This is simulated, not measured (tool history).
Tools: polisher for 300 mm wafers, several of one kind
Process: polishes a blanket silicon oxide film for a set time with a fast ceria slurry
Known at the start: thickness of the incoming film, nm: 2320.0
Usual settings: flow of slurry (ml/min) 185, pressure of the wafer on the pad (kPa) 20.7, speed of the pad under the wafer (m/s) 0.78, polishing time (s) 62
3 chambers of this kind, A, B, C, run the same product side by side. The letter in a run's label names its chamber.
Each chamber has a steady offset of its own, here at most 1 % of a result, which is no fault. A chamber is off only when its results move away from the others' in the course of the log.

run    day  flow of slurry (ml/min)  pressure of the wafer on the pad (kPa)  speed of the pad under the wafer (m/s)  polishing time (s)  wafers polished on this pad  hours since the slurry nozzle was cleaned  hours since the head pressure was calibrated  film removed (Å)
 1B  0.208                      185                                    20.7                                    0.78                  62                         1220                                      386.6                                        1116.5            8659.6
 2C  0.462                      185                                    20.7                                    0.78                  62                          365                                       15.4                                         144.6            8708.9
     0.708  -- chamber B: worn pad replaced by a new one
 3A  0.792                      185                                    20.7                                    0.78                  62                          232                                       46.8                                         909.3            8658.0
 4A  1.192                      185                                    20.7                                    0.78                  62                          302                                       56.4                                         918.9            8794.3
     1.488  -- chamber A: head pressure recalibrated
 5C  1.554                      185                                    20.7                                    0.78                  62                          555                                       41.6                                         170.8            8682.1
 6B  1.804                      185                                    20.7                                    0.78                  62                          191                                      424.9                                        1154.8            8631.9
 7C  2.246                      185                                    20.7                                    0.78                  62                          676                                       58.2                                         187.4            8828.2
 8B  2.638                      185                                    20.7                                    0.78                  62                          336                                      444.9                                        1174.8            8784.0
 9A  3.017                      185                                    20.7                                    0.78                  62                          620                                      100.2                                          36.8            8758.6
10B  3.367                      185                                    17.9                                    1.02                  62                          463                                      462.4                                        1192.3            9970.3
     3.500  -- chamber B: head pressure recalibrated
11A  3.667                      185                                    17.9                                    1.02                  62                          733                                      115.8                                          52.4           10038.0
12C  3.912                      185                                    17.9                                    1.02                  62                          966                                       98.2                                         227.4            9962.4
13B  4.296                      185                                    20.7                                    0.78                  62                          624                                      484.7                                          19.2            8647.5
14A  4.617                      185                                    20.7                                    0.78                  62                          898                                      138.6                                          75.2            8735.8
15C  4.858                      185                                    20.7                                    1.02                  62                         1130                                      120.9                                         250.1           11598.0
16C  5.079                      185                                    20.7                                    1.02                  62                         1169                                      126.2                                         255.4           11570.0
17A  5.408                      185                                    20.7                                    1.02                  62                         1036                                      157.6                                          94.2           11563.0
     5.650  -- chamber A: worn pad replaced by a new one
18B  5.717                      185                                    20.7                                    0.78                  62                          872                                      518.8                                          53.3            8772.7
     5.833  -- chamber C: worn pad replaced by a new one
19B  5.971                      185                                    20.7                                    0.78                  62                          916                                      524.9                                          59.4            8748.2
20A  6.362                      185                                    20.7                                    0.78                  62                          124                                      180.5                                         117.1            8795.5
21C  6.583                      185                                    20.7                                    0.78                  62                          130                                      162.3                                         291.5            8812.2
22B  6.871                      185                                    20.7                                    0.78                  62                         1073                                      546.5                                          81.0            8687.8
23A  7.246                      185                                    20.7                                    0.78                  62                          278                                      201.7                                         138.3            8737.0
24C  7.642                      185                                    20.7                                    0.78                  62                          315                                      187.7                                         316.9            8766.3
     7.812  -- chamber B: worn pad replaced by a new one
25B  7.946                      185                                    20.7                                    0.78                  62                           23                                      572.3                                         106.8            8669.7
     8.096  -- chamber B: slurry nozzle cleaned
     8.125  -- chamber A: slurry nozzle cleaned
26C  8.321                      185                                    20.7                                    0.78                  62                          433                                      204.0                                         333.2            8750.9
27A  8.638                      185                                    20.7                                    0.78                  62                          520                                       12.3                                         171.7            8654.7
28B  9.033                      185                                    20.7                                    0.78                  62                          212                                       22.5                                         132.9            8792.0
29C  9.267                      185                                    20.7                                    0.78                  62                          597                                      226.7                                         355.9            8873.9
30A  9.521                      185                                    18.6                                    0.78                  62                          674                                       33.5                                         192.9            7910.6

Is one chamber off against the others, does the gauge drift, or is nothing wrong? If a chamber is off, say which, and what the likeliest cause is.

No chamber stands off beyond its own small offset, and the gauge holds steady.
